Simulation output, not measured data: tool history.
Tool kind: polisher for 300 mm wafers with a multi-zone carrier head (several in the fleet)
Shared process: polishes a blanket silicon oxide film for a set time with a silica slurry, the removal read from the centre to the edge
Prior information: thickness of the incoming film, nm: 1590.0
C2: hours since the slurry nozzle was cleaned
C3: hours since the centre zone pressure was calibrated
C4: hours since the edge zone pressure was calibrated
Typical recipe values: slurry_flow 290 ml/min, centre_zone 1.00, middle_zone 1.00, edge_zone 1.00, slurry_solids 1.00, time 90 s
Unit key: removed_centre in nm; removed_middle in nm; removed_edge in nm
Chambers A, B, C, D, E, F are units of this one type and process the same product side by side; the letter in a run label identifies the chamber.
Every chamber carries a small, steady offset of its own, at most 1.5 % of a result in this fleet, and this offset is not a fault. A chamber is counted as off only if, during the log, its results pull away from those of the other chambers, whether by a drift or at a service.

run 1D day=0.179 | slurry_flow=290 centre_zone=1.00 middle_zone=1.00 edge_zone=1.00 slurry_solids=1.00 time=90 | wafers_polished_on_this_pad=582 C2=602.2 C3=519.6 C4=223.1 | removed_centre=336.20 removed_middle=334.56 removed_edge=336.51
-- day=0.304 chamber E: worn pad replaced by a new one
-- day=0.321 chamber C: worn pad replaced by a new one
run 2C day=0.512 | slurry_flow=290 centre_zone=1.00 middle_zone=1.00 edge_zone=1.00 slurry_solids=1.00 time=90 | wafers_polished_on_this_pad=48 C2=72.2 C3=871.9 C4=825.1 | removed_centre=341.47 removed_middle=334.42 removed_edge=336.54
run 3B day=0.762 | slurry_flow=290 centre_zone=1.00 middle_zone=1.00 edge_zone=1.00 slurry_solids=1.00 time=90 | wafers_polished_on_this_pad=757 C2=556.2 C3=336.9 C4=516.3 | removed_centre=334.04 removed_middle=330.71 removed_edge=343.58
-- day=0.938 chamber B: worn pad replaced by a new one
-- day=0.975 chamber D: worn pad replaced by a new one
run 4A day=1.062 | slurry_flow=290 centre_zone=1.00 middle_zone=1.00 edge_zone=1.00 slurry_solids=1.00 time=90 | wafers_polished_on_this_pad=1298 C2=65.9 C3=141.3 C4=475.5 | removed_centre=338.75 removed_middle=339.78 removed_edge=336.50
run 5E day=1.338 | slurry_flow=290 centre_zone=1.00 middle_zone=1.00 edge_zone=1.00 slurry_solids=1.00 time=90 | wafers_polished_on_this_pad=259 C2=361.2 C3=981.4 C4=296.3 | removed_centre=339.30 removed_middle=335.82 removed_edge=324.67
-- day=1.608 chamber B: edge zone pressure recalibrated
run 6F day=1.658 | slurry_flow=290 centre_zone=1.00 middle_zone=1.00 edge_zone=1.00 slurry_solids=1.00 time=90 | wafers_polished_on_this_pad=1040 C2=248.7 C3=169.9 C4=547.3 | removed_centre=334.14 removed_middle=340.27 removed_edge=334.92
-- day=1.904 chamber A: worn pad replaced by a new one
run 7A day=1.992 | slurry_flow=290 centre_zone=1.00 middle_zone=1.00 edge_zone=1.00 slurry_solids=1.00 time=90 | wafers_polished_on_this_pad=22 C2=88.2 C3=163.6 C4=497.8 | removed_centre=332.96 removed_middle=342.32 removed_edge=340.30
run 8C day=2.208 | slurry_flow=290 centre_zone=1.00 middle_zone=1.00 edge_zone=1.00 slurry_solids=1.00 time=90 | wafers_polished_on_this_pad=473 C2=112.9 C3=912.6 C4=865.8 | removed_centre=343.72 removed_middle=335.44 removed_edge=337.32
run 9D day=2.521 | slurry_flow=290 centre_zone=1.00 middle_zone=1.00 edge_zone=1.00 slurry_solids=1.00 time=90 | wafers_polished_on_this_pad=388 C2=658.4 C3=575.8 C4=279.3 | removed_centre=333.93 removed_middle=340.39 removed_edge=339.20
-- day=2.779 chamber B: centre zone pressure recalibrated
run 10B day=2.862 | slurry_flow=290 centre_zone=1.00 middle_zone=0.91 edge_zone=1.00 slurry_solids=0.85 time=90 | wafers_polished_on_this_pad=483 C2=606.6 C3=2.0 C4=30.2 | removed_centre=311.74 removed_middle=277.03 removed_edge=317.09
run 11E day=3.121 | slurry_flow=290 centre_zone=1.00 middle_zone=0.91 edge_zone=1.00 slurry_solids=0.85 time=90 | wafers_polished_on_this_pad=707 C2=404.0 C3=1024.2 C4=339.1 | removed_centre=314.48 removed_middle=281.92 removed_edge=307.55
-- day=3.338 chamber D: slurry nozzle cleaned
-- day=3.362 chamber E: worn pad replaced by a new one
run 12F day=3.396 | slurry_flow=290 centre_zone=1.00 middle_zone=0.91 edge_zone=1.00 slurry_solids=0.85 time=90 | wafers_polished_on_this_pad=1476 C2=290.4 C3=211.6 C4=589.0 | removed_centre=309.27 removed_middle=284.66 removed_edge=308.92
-- day=3.438 chamber B: worn pad replaced by a new one
-- day=3.546 chamber D: worn pad replaced by a new one
-- day=3.642 chamber F: worn pad replaced by a new one
run 13B day=3.667 | slurry_flow=290 centre_zone=1.00 middle_zone=0.91 edge_zone=1.00 slurry_solids=0.85 time=90 | wafers_polished_on_this_pad=57 C2=625.9 C3=21.3 C4=49.5 | removed_centre=305.05 removed_middle=280.17 removed_edge=308.25
run 14D day=3.900 | slurry_flow=290 centre_zone=1.00 middle_zone=0.91 edge_zone=1.00 slurry_solids=0.85 time=90 | wafers_polished_on_this_pad=89 C2=13.6 C3=608.9 C4=312.4 | removed_centre=312.73 removed_middle=287.53 removed_edge=308.71
-- day=4.000 chamber F: slurry nozzle cleaned
run 15F day=4.217 | slurry_flow=290 centre_zone=1.00 middle_zone=0.91 edge_zone=1.00 slurry_solids=0.85 time=90 | wafers_polished_on_this_pad=144 C2=5.3 C3=231.3 C4=608.7 | removed_centre=312.56 removed_middle=281.54 removed_edge=311.68
run 16E day=4.479 | slurry_flow=290 centre_zone=1.00 middle_zone=1.00 edge_zone=1.00 slurry_solids=1.00 time=90 | wafers_polished_on_this_pad=281 C2=436.6 C3=1056.8 C4=371.7 | removed_centre=341.33 removed_middle=331.94 removed_edge=331.14
-- day=4.608 chamber D: centre zone pressure recalibrated
run 17C day=4.633 | slurry_flow=290 centre_zone=1.00 middle_zone=1.00 edge_zone=1.00 slurry_solids=1.00 time=90 | wafers_polished_on_this_pad=1082 C2=171.1 C3=970.8 C4=924.0 | removed_centre=339.73 removed_middle=335.96 removed_edge=337.98
-- day=4.704 chamber E: slurry nozzle cleaned
-- day=4.912 chamber B: slurry nozzle cleaned
run 18A day=4.958 | slurry_flow=290 centre_zone=1.00 middle_zone=1.00 edge_zone=1.00 slurry_solids=1.00 time=90 | wafers_polished_on_this_pad=767 C2=159.4 C3=234.8 C4=569.0 | removed_centre=333.91 removed_middle=338.83 removed_edge=338.63
run 19B day=5.221 | slurry_flow=290 centre_zone=1.00 middle_zone=1.00 edge_zone=1.00 slurry_solids=1.00 time=90 | wafers_polished_on_this_pad=447 C2=7.5 C3=58.6 C4=86.8 | removed_centre=340.68 removed_middle=337.83 removed_edge=340.28
-- day=5.438 chamber F: edge zone pressure recalibrated
run 20C day=5.550 | slurry_flow=290 centre_zone=1.00 middle_zone=1.00 edge_zone=1.00 slurry_solids=1.00 time=90 | wafers_polished_on_this_pad=1312 C2=193.1 C3=992.8 C4=946.0 | removed_centre=341.99 removed_middle=333.72 removed_edge=332.71
-- day=5.800 chamber C: worn pad replaced by a new one
run 21D day=5.867 | slurry_flow=290 centre_zone=1.00 middle_zone=1.00 edge_zone=1.00 slurry_solids=1.00 time=90 | wafers_polished_on_this_pad=582 C2=60.8 C3=30.2 C4=359.6 | removed_centre=339.53 removed_middle=338.77 removed_edge=333.76
run 22E day=6.046 | slurry_flow=290 centre_zone=1.00 middle_zone=1.00 edge_zone=1.00 slurry_solids=1.00 time=90 | wafers_polished_on_this_pad=674 C2=32.3 C3=1094.4 C4=409.3 | removed_centre=345.91 removed_middle=332.99 removed_edge=332.92
-- day=6.096 chamber E: worn pad replaced by a new one
-- day=6.229 chamber B: worn pad replaced by a new one
run 23F day=6.279 | slurry_flow=290 centre_zone=1.00 middle_zone=1.00 edge_zone=1.00 slurry_solids=1.00 time=90 | wafers_polished_on_this_pad=662 C2=54.8 C3=280.8 C4=20.2 | removed_centre=337.84 removed_middle=338.32 removed_edge=338.84
-- day=6.529 chamber D: worn pad replaced by a new one
run 24A day=6.617 | slurry_flow=290 centre_zone=1.00 middle_zone=1.00 edge_zone=1.00 slurry_solids=1.00 time=90 | wafers_polished_on_this_pad=1183 C2=199.2 C3=274.6 C4=608.8 | removed_centre=337.06 removed_middle=345.61 removed_edge=334.65
run 25A day=6.933 | slurry_flow=290 centre_zone=1.00 middle_zone=1.00 edge_zone=1.00 slurry_solids=1.00 time=90 | wafers_polished_on_this_pad=1262 C2=206.8 C3=282.2 C4=616.4 | removed_centre=340.11 removed_middle=342.07 removed_edge=336.95
run 26D day=7.088 | slurry_flow=290 centre_zone=1.00 middle_zone=1.00 edge_zone=1.00 slurry_solids=1.00 time=90 | wafers_polished_on_this_pad=140 C2=90.1 C3=59.5 C4=388.9 | removed_centre=337.89 removed_middle=336.55 removed_edge=343.98
run 27C day=7.417 | slurry_flow=290 centre_zone=1.00 middle_zone=1.00 edge_zone=1.00 slurry_solids=1.00 time=90 | wafers_polished_on_this_pad=406 C2=237.9 C3=1037.6 C4=990.8 | removed_centre=349.61 removed_middle=335.13 removed_edge=346.07
run 28E day=7.679 | slurry_flow=290 centre_zone=1.00 middle_zone=1.00 edge_zone=1.00 slurry_solids=1.00 time=90 | wafers_polished_on_this_pad=397 C2=71.5 C3=1133.6 C4=448.5 | removed_centre=336.33 removed_middle=331.90 removed_edge=331.36
-- day=7.767 chamber E: edge zone pressure recalibrated
run 29B day=7.950 | slurry_flow=290 centre_zone=1.04 middle_zone=1.00 edge_zone=0.91 slurry_solids=1.00 time=90 | wafers_polished_on_this_pad=431 C2=73.0 C3=124.1 C4=152.3 | removed_centre=350.58 removed_middle=332.86 removed_edge=318.39
-- day=8.008 chamber A: worn pad replaced by a new one
run 30F day=8.292 | slurry_flow=290 centre_zone=1.04 middle_zone=1.00 edge_zone=0.91 slurry_solids=1.00 time=90 | wafers_polished_on_this_pad=1167 C2=103.1 C3=329.1 C4=68.5 | removed_centre=355.59 removed_middle=334.08 removed_edge=328.49
run 31F day=8.604 | slurry_flow=290 centre_zone=1.04 middle_zone=1.00 edge_zone=0.91 slurry_solids=1.00 time=90 | wafers_polished_on_this_pad=1245 C2=110.6 C3=336.6 C4=76.0 | removed_centre=348.81 removed_middle=333.36 removed_edge=318.18
-- day=8.725 chamber E: worn pad replaced by a new one
-- day=8.821 chamber F: worn pad replaced by a new one
run 32E day=8.896 | slurry_flow=290 centre_zone=1.04 middle_zone=1.00 edge_zone=0.91 slurry_solids=1.00 time=90 | wafers_polished_on_this_pad=43 C2=100.7 C3=1162.8 C4=27.1 | removed_centre=358.03 removed_middle=336.85 removed_edge=309.20
-- day=8.967 chamber D: worn pad replaced by a new one
-- day=9.183 chamber B: worn pad replaced by a new one
run 33C day=9.188 | slurry_flow=290 centre_zone=1.04 middle_zone=1.00 edge_zone=0.91 slurry_solids=1.00 time=90 | wafers_polished_on_this_pad=850 C2=280.4 C3=1080.1 C4=1033.3 | removed_centre=361.95 removed_middle=333.67 removed_edge=320.20
-- day=9.254 chamber A: slurry nozzle cleaned
run 34D day=9.392 | slurry_flow=290 centre_zone=1.04 middle_zone=1.00 edge_zone=0.91 slurry_solids=1.00 time=90 | wafers_polished_on_this_pad=106 C2=145.4 C3=114.8 C4=444.2 | removed_centre=351.60 removed_middle=339.27 removed_edge=319.43
run 35A day=9.604 | slurry_flow=290 centre_zone=1.00 middle_zone=0.94 edge_zone=1.00 slurry_solids=1.00 time=90 | wafers_polished_on_this_pad=400 C2=8.4 C3=346.3 C4=680.5 | removed_centre=335.30 removed_middle=321.23 removed_edge=328.76
run 36B day=9.812 | slurry_flow=290 centre_zone=1.00 middle_zone=0.94 edge_zone=1.00 slurry_solids=1.00 time=90 | wafers_polished_on_this_pad=158 C2=117.7 C3=168.8 C4=197.0 | removed_centre=338.69 removed_middle=316.03 removed_edge=347.33
run 37F day=10.088 | slurry_flow=290 centre_zone=1.00 middle_zone=0.94 edge_zone=1.00 slurry_solids=1.00 time=90 | wafers_polished_on_this_pad=318 C2=146.2 C3=372.2 C4=111.6 | removed_centre=340.84 removed_middle=316.58 removed_edge=349.12
-- day=10.196 chamber C: worn pad replaced by a new one
run 38D day=10.429 | slurry_flow=290 centre_zone=1.00 middle_zone=0.94 edge_zone=1.00 slurry_solids=1.00 time=90 | wafers_polished_on_this_pad=367 C2=170.3 C3=139.7 C4=469.1 | removed_centre=336.64 removed_middle=320.45 removed_edge=341.09
run 39C day=10.733 | slurry_flow=290 centre_zone=1.00 middle_zone=0.94 edge_zone=1.00 slurry_solids=1.00 time=90 | wafers_polished_on_this_pad=135 C2=317.5 C3=1117.2 C4=1070.4 | removed_centre=357.03 removed_middle=317.29 removed_edge=327.99

Has any chamber moved away from the others, gradually or after a service, or does the common gauge drift, or do the chambers differ only by their own small steady offsets? State the chamber and the most likely cause if one applies.

Chamber C drifts away from the others.
What lies behind it: centre zone's pressure above its setpoint, % = 6.49.

Below are 4 candidate recipes for chamber C's next run, each the usual settings with a change, their results shown as question marks. Which of them brings C's results back in line with what the other chambers give on the usual settings?
A result is in line if it is within this distance of the other chambers' mean on the usual settings: removed_centre 12.00 nm; removed_middle 9.90 nm; removed_edge 15.00 nm
run 40C-1 day=10.983 | slurry_flow=285 centre_zone=0.95 middle_zone=1.01 edge_zone=1.02 slurry_solids=1.00 time=89 | removed_centre=? removed_middle=? removed_edge=?
run 40C-2 day=10.983 | slurry_flow=285 centre_zone=0.90 middle_zone=1.03 edge_zone=1.03 slurry_solids=1.00 time=89 | removed_centre=? removed_middle=? removed_edge=?
run 40C-3 day=10.983 | slurry_flow=295 centre_zone=1.10 middle_zone=0.97 edge_zone=0.97 slurry_solids=1.00 time=91 | removed_centre=? removed_middle=? removed_edge=?
run 40C-4 day=10.983 | slurry_flow=295 centre_zone=1.05 middle_zone=0.99 edge_zone=0.98 slurry_solids=1.00 time=91 | removed_centre=? removed_middle=? removed_edge=?

Other chambers, usual settings, mean: removed_centre 337.57 nm; removed_middle 336.04 nm; removed_edge 336.62 nm
run=40C-1 removed_centre=336.22 removed_middle=332.21 removed_edge=338.93
run=40C-2 removed_centre=317.08 removed_middle=338.44 removed_edge=340.56
run=40C-3 removed_centre=404.06 removed_middle=328.01 removed_edge=338.76
run=40C-4 removed_centre=384.43 removed_middle=334.39 removed_edge=340.44
40C-1 brings the chamber back in line.
